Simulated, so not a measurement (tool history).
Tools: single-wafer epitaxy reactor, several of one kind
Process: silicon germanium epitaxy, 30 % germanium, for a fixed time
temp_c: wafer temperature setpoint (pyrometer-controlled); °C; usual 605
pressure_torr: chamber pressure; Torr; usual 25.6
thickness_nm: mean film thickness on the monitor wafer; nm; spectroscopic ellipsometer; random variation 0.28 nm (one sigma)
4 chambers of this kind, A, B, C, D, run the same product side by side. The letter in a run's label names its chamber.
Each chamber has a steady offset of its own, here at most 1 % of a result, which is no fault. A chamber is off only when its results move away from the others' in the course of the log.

| run | hour | temp_c | pressure_torr | read-back reference wafer on the same gauge, thickness_nm | thickness_nm |
|---|---|---|---|---|---|
| 1D | 11.2 | 605 | 25.6 | 68.037 | 70.641 |
| 2C | 24.1 | 605 | 25.6 | 67.995 | 71.32 |
| 3A | 32.5 | 605 | 25.6 | 68.062 | 71.045 |
| 4B | 41.4 | 605 | 25.6 | 67.999 | 71.304 |
| 5B | 51.9 | 605 | 25.6 | 68.023 | 71.06 |
| 6A | 62.6 | 605 | 25.6 | 68.044 | 71.317 |
| 7C | 75.1 | 605 | 25.6 | 68.032 | 71.56 |
| 8D | 87.2 | 605 | 25.6 | 68.031 | 70.722 |
| 9A | 99.9 | 605 | 25.6 | 68.015 | 70.683 |
| 10C | 106.6 | 598 | 22.8 | 67.939 | 60.178 |
| 11D | 116.8 | 598 | 22.8 | 68.018 | 59.205 |
| 12B | 127.7 | 598 | 22.8 | 67.968 | 59.515 |
| 13D | 139.6 | 598 | 22.8 | 67.99 | 59.454 |
| 14C | 149.8 | 605 | 25.6 | 68.007 | 71.331 |
| 15B | 157 | 605 | 25.6 | 67.983 | 71.092 |
| 16A | 167.8 | 605 | 25.6 | 68.057 | 71.395 |
| 17D | 178.5 | 605 | 25.6 | 67.999 | 70.509 |
| 18A | 188.5 | 613 | 28.2 | 68 | 85.057 |
| 19C | 201.9 | 613 | 28.2 | 67.983 | 85.755 |
| 20B | 208.6 | 613 | 28.2 | 67.944 | 85.481 |
| 21B | 222.1 | 613 | 28.2 | 67.976 | 86.318 |
| 22C | 230.5 | 605 | 25.6 | 68.032 | 71.169 |
| 23A | 238.6 | 610 | 27.5 | 67.968 | 79.346 |
| 24D | 246 | 610 | 27.5 | 68.045 | 79.157 |
| 25D | 257.2 | 610 | 27.5 | 68.031 | 79.049 |
| 26A | 264.7 | 610 | 27.5 | 68.027 | 80.031 |
| 27B | 274.5 | 605 | 25.6 | 67.994 | 71.612 |
| 28C | 285.8 | 605 | 25.6 | 67.98 | 71.005 |
| 29D | 299.2 | 605 | 25.6 | 67.919 | 70.939 |
| 30C | 309.2 | 605 | 25.6 | 68.035 | 71.255 |
| 31A | 322.4 | 605 | 25.6 | 68.002 | 71.448 |
| 32B | 335.8 | 605 | 25.6 | 68.046 | 71.117 |
| 33C | 342.2 | 605 | 25.6 | 68.026 | 70.971 |
| 34B | 349.4 | 605 | 25.6 | 67.92 | 70.722 |
| 35A | 362.8 | 605 | 25.6 | 67.971 | 70.955 |
| 36D | 369.2 | 605 | 25.6 | 67.938 | 70.987 |
| 37D | 382.4 | 605 | 25.6 | 68.071 | 70.588 |

Is one chamber off against the others, does the gauge drift, or is nothing wrong? If a chamber is off, say which, and what the likeliest cause is.

No chamber stands off beyond its own small offset, and the gauge holds steady.

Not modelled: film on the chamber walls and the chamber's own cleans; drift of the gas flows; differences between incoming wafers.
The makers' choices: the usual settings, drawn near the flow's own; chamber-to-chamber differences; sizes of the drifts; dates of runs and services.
